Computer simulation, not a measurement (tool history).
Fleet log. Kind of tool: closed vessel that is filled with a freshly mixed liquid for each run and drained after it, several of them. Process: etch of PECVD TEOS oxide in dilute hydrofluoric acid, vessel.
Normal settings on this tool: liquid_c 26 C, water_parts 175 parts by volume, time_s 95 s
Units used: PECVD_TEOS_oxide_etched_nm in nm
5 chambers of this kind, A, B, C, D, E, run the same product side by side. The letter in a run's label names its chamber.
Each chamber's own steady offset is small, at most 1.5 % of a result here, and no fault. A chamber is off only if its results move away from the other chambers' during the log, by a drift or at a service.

run	hour	liquid_c	water_parts	time_s	hours since the thermometer was replaced	hours since the hydrofluoric acid flow meter was replaced	read-back film thickness of the PECVD TEOS oxide reference wafer, read on the same gauge (nm)	PECVD_TEOS_oxide_etched_nm
1D	7.4	26	175	95	418.6	1165.6	150.02	4.544
2C	21.3	26	175	95	56.3	928.8	149.99	4.5136
3B	34.1	26	175	95	1551.2	1286.9	149.98	4.5936
4A	41.5	26	175	95	262.2	562.8	150.01	4.5281
5E	48.6	26	175	95	309.7	227.2	150.01	4.6243
# hour 59.9: chamber B: thermometer replaced
6A	61.2	26	175	95	281.9	582.5	150.02	4.5583
7B	73.9	26	175	95	14	1326.7	150.01	4.5491
8D	82.1	26	175	95	493.3	1240.3	150.01	4.496
9C	90.5	26	175	95	125.5	998	150	4.5308
10E	98	26	175	95	359.1	276.6	150.01	4.5515
11D	110.9	26	175	95	522.1	1269.1	149.99	4.5499
12A	119.4	26	175	95	340.1	640.7	149.99	4.5631
13C	128.7	26	260	95	163.7	1036.2	150	2.7731
14B	135.4	26	260	95	75.5	1388.2	149.99	2.814
15E	143.9	26	260	95	405	322.5	150.02	2.7936
16E	151.8	26	260	95	412.9	330.4	150	2.8093
17C	158.3	26	260	95	193.3	1065.8	149.97	2.7525
18D	164.8	26	175	95	576	1323	149.99	4.6039
19A	174.6	26	175	95	395.3	695.9	149.99	4.5381
20B	186.4	26	175	95	126.5	1439.2	149.99	4.5866
21C	198.3	26	175	95	233.3	1105.8	149.98	4.5273
22B	210.1	26	175	95	150.2	1462.9	149.98	4.6188
23A	222.3	24	175	60	443	743.6	150	2.6398
24E	231.5	24	175	60	492.6	410.1	150.02	2.6851
25D	243.7	24	175	60	654.9	1401.9	149.99	2.7699
26E	251.7	24	175	60	512.8	430.3	149.99	2.6596
27A	260.2	24	175	60	480.9	781.5	149.97	2.6477
28D	272.1	26	175	95	683.3	1430.3	150.01	4.7566
29B	282.7	26	175	95	222.8	1535.5	150.01	4.518
30C	296.1	26	175	95	331.1	1203.6	149.97	4.5341
31B	305.7	26	175	95	245.8	1558.5	150	4.6218
32E	313.3	26	215	95	574.4	491.9	149.99	3.5634
33A	325.6	26	215	95	546.3	846.9	150.02	3.5131
34D	334.1	26	215	95	745.3	1492.3	150.01	3.6697
35C	348.3	26	215	95	383.3	1255.8	150	3.5499
36D	362.7	26	215	95	773.9	1520.9	150.04	3.822
37B	376.6	26	175	95	316.7	1629.4	150.03	4.6082
38A	384.5	26	175	95	605.2	905.8	150.03	4.5164
39E	399.4	26	175	95	660.5	578	150.01	4.602
40C	412.6	26	175	95	447.6	1320.1	150	4.5391
41D	426.8	26	175	95	838	1585	150	4.8525

Read the log: is a single chamber off, either drifting away or since a service, is the gauge that measures every chamber drifting, or is nothing wrong beyond small per-chamber offsets? Name any odd chamber and what most likely caused it.

Little by little, chamber D moves away from the other chambers.
Cause: hydrofluoric acid flow above the setpoint (%) = 6.31.
Not necessarily distinguishable in this log from: liquid hotter than its thermometer reads (K).

Which of the 4 candidates below, each the usual settings with something changed and its results left as question marks, puts chamber D back in line with what the other chambers give on the usual settings?
To be in line, a result may differ from the other chambers' mean on the usual settings by at most: PECVD_TEOS_oxide_etched_nm 0.11 nm
42D-1	437.4	26	180	95				?
42D-2	437.4	26	165	95				?
42D-3	437.4	27	175	95				?
42D-4	437.4	24	175	95				?

Average result of the remaining chambers running the usual settings: PECVD_TEOS_oxide_etched_nm 4.5566 nm
run	PECVD_TEOS_oxide_etched_nm
42D-1	4.7373
42D-2	5.2474
42D-3	5.0792
42D-4	4.5497
The answer is 42D-4, which returns the chamber to within the allowed miss of the others.

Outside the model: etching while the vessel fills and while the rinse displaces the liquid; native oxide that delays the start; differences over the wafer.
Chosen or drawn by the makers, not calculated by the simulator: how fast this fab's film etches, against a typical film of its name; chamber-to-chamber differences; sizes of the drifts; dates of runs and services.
